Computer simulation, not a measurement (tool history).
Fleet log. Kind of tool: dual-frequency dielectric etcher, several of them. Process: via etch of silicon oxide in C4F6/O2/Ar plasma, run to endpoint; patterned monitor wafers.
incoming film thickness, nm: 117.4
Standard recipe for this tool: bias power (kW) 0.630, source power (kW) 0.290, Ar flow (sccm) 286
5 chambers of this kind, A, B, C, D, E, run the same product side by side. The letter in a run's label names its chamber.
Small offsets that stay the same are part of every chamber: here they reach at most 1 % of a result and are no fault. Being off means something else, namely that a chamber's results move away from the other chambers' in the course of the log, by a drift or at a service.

run,hour,bias power (kW),source power (kW),Ar flow (sccm),hours since the last wet clean,hours since the last bias power generator calibration,hours since the last source power generator calibration,hours since the last Ar flow controller change,endpoint time (s)
1A,10.0,0.630,0.290,286,130.7,2299.5,2014.0,589.7,26.609
2D,19.0,0.630,0.290,286,360.6,2276.9,233.7,1844.1,26.809
3C,23.8,0.630,0.290,286,361.4,4089.5,643.0,2296.4,26.345
4E,29.0,0.630,0.290,286,144.8,2712.2,2769.3,2386.4,26.325
# hour 34.1: chamber C: wet clean of the chamber
5B,34.4,0.630,0.290,286,61.3,2260.1,3304.6,1944.9,26.502
6B,43.0,0.630,0.290,286,69.9,2268.7,3313.2,1953.5,26.414
7A,51.9,0.630,0.290,286,172.6,2341.4,2055.9,631.6,26.507
8E,58.3,0.630,0.290,286,174.1,2741.5,2798.6,2415.7,26.313
9D,64.6,0.630,0.290,286,406.2,2322.5,279.3,1889.7,26.649
10C,74.6,0.630,0.290,286,40.5,4140.3,693.8,2347.2,26.366
# hour 75.3: chamber D: wet clean of the chamber
# hour 81.0: chamber C: bias power generator calibrated
11B,83.7,0.630,0.290,334,110.6,2309.4,3353.9,1994.2,26.985
12D,90.1,0.630,0.290,334,14.9,2348.0,304.8,1915.2,27.651
13C,99.9,0.630,0.290,334,65.8,18.9,719.1,2372.5,26.791
14A,109.8,0.630,0.290,334,230.5,2399.3,2113.8,689.5,27.053
15E,119.7,0.630,0.290,334,235.5,2802.9,2860.0,2477.1,26.802
16D,127.7,0.630,0.290,286,52.5,2385.6,342.4,1952.8,27.016
17B,132.6,0.630,0.290,286,159.5,2358.3,3402.8,2043.1,26.650
# hour 139.8: chamber D: bias power generator calibrated
18E,142.5,0.630,0.290,286,258.3,2825.7,2882.8,2499.9,26.353
19C,150.8,0.630,0.290,286,116.7,69.8,770.0,2423.4,26.451
20A,158.5,0.630,0.290,286,279.2,2448.0,2162.5,738.2,26.495
21E,166.1,0.630,0.290,286,281.9,2849.3,2906.4,2523.5,26.387
22A,171.7,0.630,0.290,286,292.4,2461.2,2175.7,751.4,26.484
23B,179.7,0.548,0.290,286,206.6,2405.4,3449.9,2090.2,27.852
24D,188.6,0.548,0.290,286,113.4,48.9,403.3,2013.7,28.555
25C,198.1,0.548,0.290,286,164.0,117.1,817.3,2470.7,27.950
26A,202.6,0.548,0.290,286,323.3,2492.1,2206.6,782.3,28.144
27D,207.2,0.548,0.290,286,132.0,67.5,421.9,2032.3,28.691
28C,216.1,0.630,0.290,286,182.0,135.1,835.3,2488.7,26.536
29E,220.8,0.630,0.290,286,336.6,2904.0,2961.1,2578.2,26.227
30B,226.8,0.770,0.290,286,253.7,2452.5,3497.0,2137.3,24.693
31B,231.9,0.770,0.290,286,258.8,2457.6,3502.1,2142.4,24.486

Does one chamber stand apart from the rest, does the shared gauge drift, or is all well apart from small per-chamber offsets? Give the chamber and the most likely cause, where there is one.

After it was serviced, chamber D no longer matches the other chambers.
Cause: etch rate under this chamber's usual, % = 1.9.

Here are 4 candidates for chamber D's next run, each the usual settings with a change, their results left as question marks. Which one brings its results back in line with what the others give on the usual settings?
Allowed miss from the other chambers' usual-settings mean, per result, to count as in line: endpoint time (s) 0.320
32D-1,239.1,0.673,0.310,286,,,,,?
32D-2,239.1,0.593,0.270,286,,,,,?
32D-3,239.1,0.630,0.270,292,,,,,?
32D-4,239.1,0.630,0.310,280,,,,,?

The other chambers' mean on the usual settings: endpoint time (s) 26.457
run,endpoint time (s)
32D-1,25.831
32D-2,28.516
32D-3,27.925
32D-4,26.434
It is 32D-4 that realigns the chamber with its peers.

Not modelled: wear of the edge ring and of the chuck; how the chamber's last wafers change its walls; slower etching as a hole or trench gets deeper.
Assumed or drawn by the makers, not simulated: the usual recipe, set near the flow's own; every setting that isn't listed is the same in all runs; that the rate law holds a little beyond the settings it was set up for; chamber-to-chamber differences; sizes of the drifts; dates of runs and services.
